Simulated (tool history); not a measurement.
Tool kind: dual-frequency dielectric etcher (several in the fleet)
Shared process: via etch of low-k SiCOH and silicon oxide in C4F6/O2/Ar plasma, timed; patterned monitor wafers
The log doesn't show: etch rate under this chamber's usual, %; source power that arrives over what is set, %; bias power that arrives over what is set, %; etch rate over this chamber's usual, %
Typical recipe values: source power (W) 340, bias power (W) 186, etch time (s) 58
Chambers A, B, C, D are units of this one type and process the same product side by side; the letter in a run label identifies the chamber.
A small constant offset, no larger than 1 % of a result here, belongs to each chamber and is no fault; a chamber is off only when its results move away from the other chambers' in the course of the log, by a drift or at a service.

run   hour  source power (W)  bias power (W)  etch time (s)  hours since the last wet clean  hours since the last source power generator calibration  hours since the last bias power generator calibration  read-back reference wafer on the same gauge, depth_nm  mean etch depth across the wafer (Å)
 1C      4               340             186             58                           262.7                                                     77.4                                                 3872.2                                                 124.93                                1448.8
 2D    9.2               340             186             58                             167                                                   3677.9                                                 3073.6                                                 124.98                                1428.6
 3A   11.8               340             186             58                            33.2                                                   1463.1                                                 3607.6                                                 124.96                                1438.6
 4B   14.3               340             186             58                           163.6                                                    822.1                                                    498                                                 125.01                                1428.3
 5D     18               340             186             58                           175.8                                                   3686.7                                                 3082.4                                                 124.92                                1423.9
 6B   21.2               340             186             58                           170.5                                                      829                                                  504.9                                                 125.06                                1429.1
 7A   25.2               340             186             58                            46.6                                                   1476.5                                                   3621                                                 124.95                                1428.3
 8C   29.1               340             186             58                           287.8                                                    102.5                                                 3897.3                                                 125.14                                1434.8
 9A   33.3               340             186             58                            54.7                                                   1484.6                                                 3629.1                                                 124.93                                1429.6
10C     37               340             221             58                           295.7                                                    110.4                                                 3905.2                                                 125.05                                1523.2
11B   42.1               340             221             58                           191.4                                                    849.9                                                  525.8                                                 124.97                                1509.8
12D   46.1               340             221             58                           203.9                                                   3714.8                                                 3110.5                                                 125.03                                1504.1
13A   48.6               340             221             58                              70                                                   1499.9                                                 3644.4                                                 124.97                                1515.9
14C   51.5               340             186             58                           310.2                                                    124.9                                                 3919.7                                                 125.01                                1445.7
15D   55.2               340             186           47.5                             213                                                   3723.9                                                 3119.6                                                 124.99                                1157.8
16B   59.7               340             186           47.5                             209                                                    867.5                                                  543.4                                                 124.96                                1169.9
17D   64.1               340             186           47.5                           221.9                                                   3732.8                                                 3128.5                                                 124.95                                1167.9
18B   68.4               340             186           47.5                           217.7                                                    876.2                                                  552.1                                                 124.91                                1167.1
19A     73               340             186             58                            94.4                                                   1524.3                                                 3668.8                                                 124.96                                1445.6
20C   75.5               340             156             58                           334.2                                                    148.9                                                 3943.7                                                 125.15                                1364.8
21A   79.6               340             156             58                             101                                                   1530.9                                                 3675.4                                                 125.03                                1362.2
22D   83.1               340             156             58                           240.9                                                   3751.8                                                 3147.5                                                 125.06                                1350.3
23C   85.9               340             156             58                           344.6                                                    159.3                                                 3954.1                                                 125.04                                1362.7
24B   89.3               420             186           63.5                           238.6                                                    897.1                                                    573                                                 125.04                                1701.4
25A   94.5               420             186           63.5                           115.9                                                   1545.8                                                 3690.3                                                 125.05                                1716.2
26C     99               420             186           63.5                           357.7                                                    172.4                                                 3967.2                                                  125.1                                1706.9
27B  102.7               420             186           63.5                             252                                                    910.5                                                  586.4                                                 125.04                                1690.4
28D  105.4               340             186             58                           263.2                                                   3774.1                                                 3169.8                                                 125.06                                1422.7
29A  108.1               340             186             58                           129.5                                                   1559.4                                                 3703.9                                                 124.96                                1436.7
30D    113               340             186           46.5                           270.8                                                   3781.7                                                 3177.4                                                 124.96                                1144.6

Decide between three cases: one chamber stands off from its peers, the gauge reading all wafers drifts, or nothing is wrong past each chamber's small offset. Where a chamber is off, say which and what most likely put it there.

The fleet is healthy, with each chamber sitting at its usual small offset and no drift in the gauge.
